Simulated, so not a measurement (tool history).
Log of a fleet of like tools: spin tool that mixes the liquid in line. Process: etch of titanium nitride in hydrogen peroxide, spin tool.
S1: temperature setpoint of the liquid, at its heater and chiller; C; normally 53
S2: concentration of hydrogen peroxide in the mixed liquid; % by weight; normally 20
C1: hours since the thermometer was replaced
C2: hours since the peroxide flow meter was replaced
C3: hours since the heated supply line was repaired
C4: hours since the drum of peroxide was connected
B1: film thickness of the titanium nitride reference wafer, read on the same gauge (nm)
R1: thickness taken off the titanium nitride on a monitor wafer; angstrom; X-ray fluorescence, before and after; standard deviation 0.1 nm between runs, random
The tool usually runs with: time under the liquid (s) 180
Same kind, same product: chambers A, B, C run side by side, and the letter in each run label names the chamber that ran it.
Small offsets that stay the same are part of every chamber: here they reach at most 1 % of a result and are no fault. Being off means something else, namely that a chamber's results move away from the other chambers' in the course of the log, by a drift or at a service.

run 1B hour=5 | S1=53 S2=20 time_under_the_liquid_(s)=180 | C1=1094.1 C2=1158.1 C3=159.7 C4=954.2 | B1=89.991 | R1=112.48
run 2C hour=13.1 | S1=53 S2=20 time_under_the_liquid_(s)=180 | C1=1167.3 C2=184.7 C3=335.1 C4=86.6 | B1=90.001 | R1=114.44
run 3A hour=22.2 | S1=53 S2=20 time_under_the_liquid_(s)=180 | C1=1978.2 C2=1549.8 C3=1300.2 C4=373.7 | B1=89.98 | R1=115.88
-- hour=26.2 chamber B: peroxide flow meter replaced
run 4A hour=26.8 | S1=53 S2=20 time_under_the_liquid_(s)=180 | C1=1982.8 C2=1554.4 C3=1304.8 C4=378.3 | B1=90.025 | R1=114.24
run 5C hour=32.9 | S1=58 S2=20 time_under_the_liquid_(s)=225 | C1=1187.1 C2=204.5 C3=354.9 C4=106.4 | B1=89.978 | R1=199.38
run 6B hour=37.4 | S1=58 S2=20 time_under_the_liquid_(s)=225 | C1=1126.5 C2=11.3 C3=192.1 C4=986.6 | B1=89.959 | R1=204.24
run 7B hour=44 | S1=58 S2=20 time_under_the_liquid_(s)=225 | C1=1133.1 C2=17.9 C3=198.7 C4=993.2 | B1=90.005 | R1=202.9
run 8A hour=49.2 | S1=53 S2=20 time_under_the_liquid_(s)=180 | C1=2005.2 C2=1576.8 C3=1327.2 C4=400.7 | B1=90.006 | R1=113.99
run 9C hour=55.9 | S1=53 S2=20 time_under_the_liquid_(s)=180 | C1=1210.1 C2=227.5 C3=377.9 C4=129.4 | B1=89.998 | R1=113.29
run 10C hour=61.4 | S1=53 S2=20 time_under_the_liquid_(s)=180 | C1=1215.6 C2=233 C3=383.4 C4=134.9 | B1=89.963 | R1=114.06
run 11B hour=70.3 | S1=53 S2=20 time_under_the_liquid_(s)=180 | C1=1159.4 C2=44.2 C3=225 C4=1019.5 | B1=89.976 | R1=112.74
run 12A hour=80.2 | S1=53 S2=20 time_under_the_liquid_(s)=180 | C1=2036.2 C2=1607.8 C3=1358.2 C4=431.7 | B1=90.03 | R1=114.12
run 13A hour=87.1 | S1=53 S2=20 time_under_the_liquid_(s)=180 | C1=2043.1 C2=1614.7 C3=1365.1 C4=438.6 | B1=90.035 | R1=115.11
run 14B hour=97.2 | S1=53 S2=20 time_under_the_liquid_(s)=180 | C1=1186.3 C2=71.1 C3=251.9 C4=1046.4 | B1=89.999 | R1=112.47
run 15C hour=104.5 | S1=53 S2=20 time_under_the_liquid_(s)=180 | C1=1258.7 C2=276.1 C3=426.5 C4=178 | B1=90.011 | R1=121.93
run 16A hour=109.7 | S1=53 S2=20 time_under_the_liquid_(s)=180 | C1=2065.7 C2=1637.3 C3=1387.7 C4=461.2 | B1=89.986 | R1=115.94
run 17B hour=118.5 | S1=53 S2=20 time_under_the_liquid_(s)=180 | C1=1207.6 C2=92.4 C3=273.2 C4=1067.7 | B1=90.023 | R1=115.35
run 18C hour=125 | S1=53 S2=20 time_under_the_liquid_(s)=180 | C1=1279.2 C2=296.6 C3=447 C4=198.5 | B1=90.007 | R1=123.02
run 19C hour=131.4 | S1=53 S2=20 time_under_the_liquid_(s)=180 | C1=1285.6 C2=303 C3=453.4 C4=204.9 | B1=90.011 | R1=122.94
run 20A hour=141 | S1=57 S2=22.5 time_under_the_liquid_(s)=180 | C1=2097 C2=1668.6 C3=1419 C4=492.5 | B1=90 | R1=155.79

All chambers now run identical settings, listed one chamber a line with results as question marks. What results will each chamber show?
run 21A hour=148.3 | S1=53 S2=20 time_under_the_liquid_(s)=180 | R1=?
run 21B hour=148.3 | S1=53 S2=20 time_under_the_liquid_(s)=180 | R1=?
run 21C hour=148.3 | S1=53 S2=20 time_under_the_liquid_(s)=180 | R1=?

run=21A R1=113.28
run=21B R1=114.69
run=21C R1=123.71

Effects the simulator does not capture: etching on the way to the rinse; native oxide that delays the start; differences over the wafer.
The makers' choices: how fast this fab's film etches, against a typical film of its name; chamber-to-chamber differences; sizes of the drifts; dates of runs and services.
